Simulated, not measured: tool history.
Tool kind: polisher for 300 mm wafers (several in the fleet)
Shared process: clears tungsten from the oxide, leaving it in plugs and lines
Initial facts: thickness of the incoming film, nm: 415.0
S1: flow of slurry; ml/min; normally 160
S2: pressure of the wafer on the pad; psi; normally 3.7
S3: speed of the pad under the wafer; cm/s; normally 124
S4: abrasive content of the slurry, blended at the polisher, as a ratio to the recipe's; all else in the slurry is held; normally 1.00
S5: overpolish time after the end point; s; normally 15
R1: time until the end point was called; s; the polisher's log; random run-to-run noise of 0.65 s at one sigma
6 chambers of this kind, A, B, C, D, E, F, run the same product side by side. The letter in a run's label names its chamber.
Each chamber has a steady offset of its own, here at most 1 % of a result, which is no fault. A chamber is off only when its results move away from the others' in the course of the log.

| run | hour | S1 | S2 | S3 | S4 | S5 | R1 |
|---|---|---|---|---|---|---|---|
|  | 4.1 | chamber F: slurry tank refilled with fresh slurry and peroxide |
|  | 4.5 | chamber F: worn pad replaced by a new one |
| 1A | 8.3 | 160 | 3.7 | 124 | 1.00 | 15 | 68.648 |
| 2D | 15.9 | 160 | 3.7 | 124 | 1.00 | 15 | 68.025 |
| 3C | 22.8 | 160 | 3.7 | 124 | 1.00 | 15 | 69.124 |
| 4E | 27.3 | 160 | 3.7 | 124 | 1.00 | 15 | 66.687 |
| 5F | 34.5 | 160 | 3.7 | 90 | 1.00 | 15 | 93.115 |
| 6B | 39.2 | 160 | 3.7 | 90 | 1.00 | 15 | 92.982 |
| 7B | 46.4 | 160 | 3.7 | 90 | 1.00 | 15 | 94.345 |
|  | 46.9 | chamber D: slurry tank refilled with fresh slurry and peroxide |
| 8E | 50.2 | 160 | 3.7 | 90 | 1.00 | 15 | 94.191 |
|  | 54.2 | chamber A: worn pad replaced by a new one |
| 9C | 55.4 | 160 | 3.7 | 90 | 1.00 | 15 | 94.151 |
|  | 55.9 | chamber A: slurry tank refilled with fresh slurry and peroxide |
|  | 59.2 | chamber B: slurry tank refilled with fresh slurry and peroxide |
| 10A | 62.4 | 160 | 3.7 | 90 | 1.00 | 15 | 94.966 |
|  | 65.2 | chamber D: slurry blender recalibrated |
| 11D | 66.7 | 160 | 3.2 | 124 | 0.85 | 15 | 81.155 |
| 12F | 72.1 | 160 | 3.2 | 124 | 0.85 | 15 | 81.069 |
|  | 75.5 | chamber A: slurry blender recalibrated |
| 13B | 77.2 | 160 | 3.2 | 124 | 0.85 | 15 | 82.764 |
| 14A | 82.7 | 160 | 3.2 | 124 | 0.85 | 15 | 82.402 |
| 15E | 90.4 | 160 | 3.2 | 124 | 0.85 | 15 | 81.301 |
| 16D | 97.2 | 160 | 3.2 | 124 | 0.85 | 15 | 80.584 |
|  | 101.4 | chamber C: slurry tank refilled with fresh slurry and peroxide |
| 17F | 105.0 | 160 | 3.7 | 124 | 1.00 | 15 | 69.812 |
|  | 108.0 | chamber E: worn pad replaced by a new one |
| 18C | 112.3 | 160 | 3.7 | 84 | 1.00 | 15 | 100.650 |
|  | 113.2 | chamber D: slurry tank refilled with fresh slurry and peroxide |
|  | 116.0 | chamber F: worn pad replaced by a new one |
|  | 116.8 | chamber C: slurry blender recalibrated |
| 19A | 120.7 | 160 | 3.7 | 84 | 1.00 | 15 | 101.650 |
|  | 121.7 | chamber E: head pressure recalibrated |
| 20D | 124.7 | 160 | 3.7 | 84 | 1.00 | 15 | 100.670 |
|  | 126.1 | chamber F: slurry blender recalibrated |
| 21B | 130.1 | 160 | 3.7 | 84 | 1.00 | 15 | 100.540 |
|  | 134.5 | chamber E: slurry tank refilled with fresh slurry and peroxide |
| 22F | 137.2 | 160 | 3.7 | 84 | 1.00 | 15 | 104.690 |
| 23E | 141.2 | 160 | 3.7 | 84 | 1.00 | 15 | 99.630 |
|  | 143.5 | chamber F: slurry tank refilled with fresh slurry and peroxide |
|  | 144.8 | chamber C: slurry nozzle cleaned |
| 24C | 148.0 | 160 | 3.7 | 124 | 1.00 | 15 | 67.785 |
|  | 149.6 | chamber C: head pressure recalibrated |
| 25B | 152.3 | 160 | 3.7 | 124 | 1.00 | 15 | 68.383 |
|  | 152.9 | chamber D: worn pad replaced by a new one |
|  | 155.0 | chamber B: worn pad replaced by a new one |
| 26F | 158.1 | 160 | 3.7 | 124 | 1.00 | 15 | 70.543 |
|  | 164.9 | chamber C: worn pad replaced by a new one |
| 27E | 165.9 | 160 | 3.7 | 124 | 1.00 | 15 | 66.948 |
|  | 170.4 | chamber B: slurry blender recalibrated |
|  | 170.9 | chamber A: slurry nozzle cleaned |
| 28A | 170.9 | 160 | 3.7 | 124 | 1.00 | 15 | 67.664 |
|  | 171.7 | chamber D: slurry tank refilled with fresh slurry and peroxide |
|  | 173.9 | chamber D: slurry blender recalibrated |
| 29D | 177.3 | 160 | 3.7 | 124 | 1.00 | 15 | 66.457 |
|  | 183.0 | chamber D: slurry nozzle cleaned |
| 30C | 185.6 | 160 | 3.7 | 124 | 1.00 | 15 | 68.590 |
| 31A | 191.1 | 160 | 3.0 | 106 | 1.00 | 15 | 99.509 |
| 32D | 199.4 | 160 | 3.0 | 106 | 1.00 | 15 | 98.773 |
|  | 201.8 | chamber F: worn pad replaced by a new one |
| 33E | 204.5 | 160 | 3.0 | 106 | 1.00 | 15 | 97.130 |
| 34F | 208.3 | 160 | 3.0 | 106 | 1.00 | 15 | 105.380 |
|  | 212.5 | chamber B: slurry tank refilled with fresh slurry and peroxide |
|  | 214.2 | chamber D: head pressure recalibrated |
| 35C | 215.6 | 160 | 3.0 | 106 | 1.00 | 15 | 98.085 |
|  | 216.7 | chamber E: slurry nozzle cleaned |
| 36B | 222.1 | 160 | 3.0 | 106 | 1.00 | 15 | 97.861 |
|  | 224.7 | chamber E: slurry blender recalibrated |
| 37B | 230.2 | 160 | 3.7 | 124 | 1.00 | 15 | 68.193 |
|  | 230.6 | chamber D: slurry tank refilled with fresh slurry and peroxide |
| 38D | 236.7 | 160 | 3.7 | 156 | 1.00 | 15 | 53.532 |
|  | 241.7 | chamber A: slurry blender recalibrated |
| 39C | 242.2 | 160 | 3.7 | 156 | 1.00 | 15 | 54.208 |
|  | 244.5 | chamber E: worn pad replaced by a new one |
| 40F | 248.4 | 160 | 3.7 | 156 | 1.00 | 15 | 58.789 |
| 41E | 255.4 | 160 | 3.7 | 156 | 1.00 | 15 | 53.771 |
| 42A | 260.6 | 160 | 3.7 | 156 | 1.00 | 15 | 53.514 |
| 43E | 266.0 | 160 | 3.7 | 156 | 1.00 | 15 | 53.541 |

Has any chamber moved away from the others, gradually or after a service, or does the common gauge drift, or do the chambers differ only by their own small steady offsets? State the chamber and the most likely cause if one applies.

It is chamber F that slowly wanders off from its peers.
What lies behind it: head's pressure below its setpoint, % = 10.
From this log alone, it may not be told apart from: slurry flow missing at the pad, %.

Which of the 4 candidates below, each the usual settings with something changed and its results left as question marks, puts chamber F back in line with what the other chambers give on the usual settings?
Counts as in line when no further than this from what the other chambers average on the usual settings: R1 2.300 s
| 44F-1 | 272.2 | 125 | 3.7 | 124 | 0.75 | 15 | ? |
| 44F-2 | 272.2 | 120 | 3.7 | 124 | 1.00 | 15 | ? |
| 44F-3 | 272.2 | 160 | 3.7 | 130 | 1.00 | 15 | ? |
| 44F-4 | 272.2 | 160 | 4.1 | 124 | 1.00 | 15 | ? |

The mean the other chambers reach with the usual settings: R1 67.780 s
| run | R1 |
|---|---|
| 44F-1 | 84.241 |
| 44F-2 | 79.512 |
| 44F-3 | 71.929 |
| 44F-4 | 67.979 |
44F-4 brings the chamber back in line.

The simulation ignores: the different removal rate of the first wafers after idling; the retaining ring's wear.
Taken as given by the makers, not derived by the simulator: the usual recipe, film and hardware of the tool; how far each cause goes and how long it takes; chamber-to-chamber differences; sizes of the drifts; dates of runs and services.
